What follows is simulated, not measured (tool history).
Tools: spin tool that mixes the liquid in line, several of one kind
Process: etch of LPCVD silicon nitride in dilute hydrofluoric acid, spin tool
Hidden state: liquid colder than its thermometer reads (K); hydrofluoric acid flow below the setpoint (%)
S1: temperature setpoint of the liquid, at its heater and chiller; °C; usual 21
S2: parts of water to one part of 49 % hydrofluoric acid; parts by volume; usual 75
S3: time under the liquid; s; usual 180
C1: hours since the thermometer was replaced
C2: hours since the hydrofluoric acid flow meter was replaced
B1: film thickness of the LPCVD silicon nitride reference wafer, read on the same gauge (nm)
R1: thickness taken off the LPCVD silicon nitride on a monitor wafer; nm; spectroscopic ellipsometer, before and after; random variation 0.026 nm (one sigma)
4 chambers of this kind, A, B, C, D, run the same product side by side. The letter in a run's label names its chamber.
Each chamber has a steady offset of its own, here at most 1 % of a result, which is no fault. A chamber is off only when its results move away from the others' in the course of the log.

run,hour,S1,S2,S3,C1,C2,B1,R1
1B,7.0,21,75,180,1993.4,1951.5,79.991,1.02300
2A,12.0,21,75,180,713.4,130.1,80.020,1.09550
3D,16.4,21,75,180,2042.8,517.2,80.030,1.14510
4C,19.5,21,75,180,310.2,864.3,79.975,1.06280
5C,25.2,21,75,180,315.9,870.0,79.973,1.06430
6D,28.3,21,75,180,2054.7,529.1,79.970,1.12390
7A,32.8,21,75,180,734.2,150.9,80.026,1.10990
8B,38.1,21,75,180,2024.5,1982.6,80.014,1.04440
9D,43.5,21,75,180,2069.9,544.3,79.989,1.07570
10C,49.1,21,75,180,339.8,893.9,80.024,1.05120
11A,55.7,21,75,180,757.1,173.8,80.008,1.09380
12B,59.0,21,75,180,2045.4,2003.5,79.997,1.09870
13D,63.4,21,75,180,2089.8,564.2,79.973,1.09400
# hour 66.1: chamber C: hydrofluoric acid flow meter replaced
14A,68.0,21,75,180,769.4,186.1,80.005,1.08460
15B,73.3,21,45,145,2059.7,2017.8,79.985,1.47660
16C,79.7,21,45,145,370.4,13.7,80.012,1.39870
# hour 84.0: chamber B: hydrofluoric acid flow meter replaced
17C,84.2,21,45,145,374.9,18.2,80.020,1.31090
18D,90.2,21,45,145,2116.6,591.0,79.966,1.46050
19A,95.9,21,75,180,797.3,214.0,80.016,1.09720
20B,102.5,21,75,180,2088.9,18.6,79.972,1.07540
21A,106.3,21,75,180,807.7,224.4,80.023,1.04010
22D,110.1,21,75,180,2136.5,610.9,80.009,1.08360
23B,113.7,21,75,180,2100.1,29.8,79.991,1.09550
24C,119.4,21,75,180,410.1,53.4,79.966,0.94640
25C,124.7,21,75,180,415.4,58.7,80.023,0.93770
26A,129.7,21,75,180,831.1,247.8,79.977,1.07830
27D,134.6,21,75,180,2161.0,635.4,80.025,1.08390
28B,140.9,21,75,180,2127.3,57.0,80.016,1.06870
29B,147.3,21,75,180,2133.7,63.4,80.002,1.05720
30A,151.1,21,115,180,852.5,269.2,79.999,0.72378

All 4 chambers run these settings next. Forecast each chamber's results:
31A,156.2,21,75,180,,,,?
31B,156.2,21,75,180,,,,?
31C,156.2,21,75,180,,,,?
31D,156.2,21,75,180,,,,?

run,R1
31A,1.06280
31B,1.03950
31C,0.94363
31D,1.10120
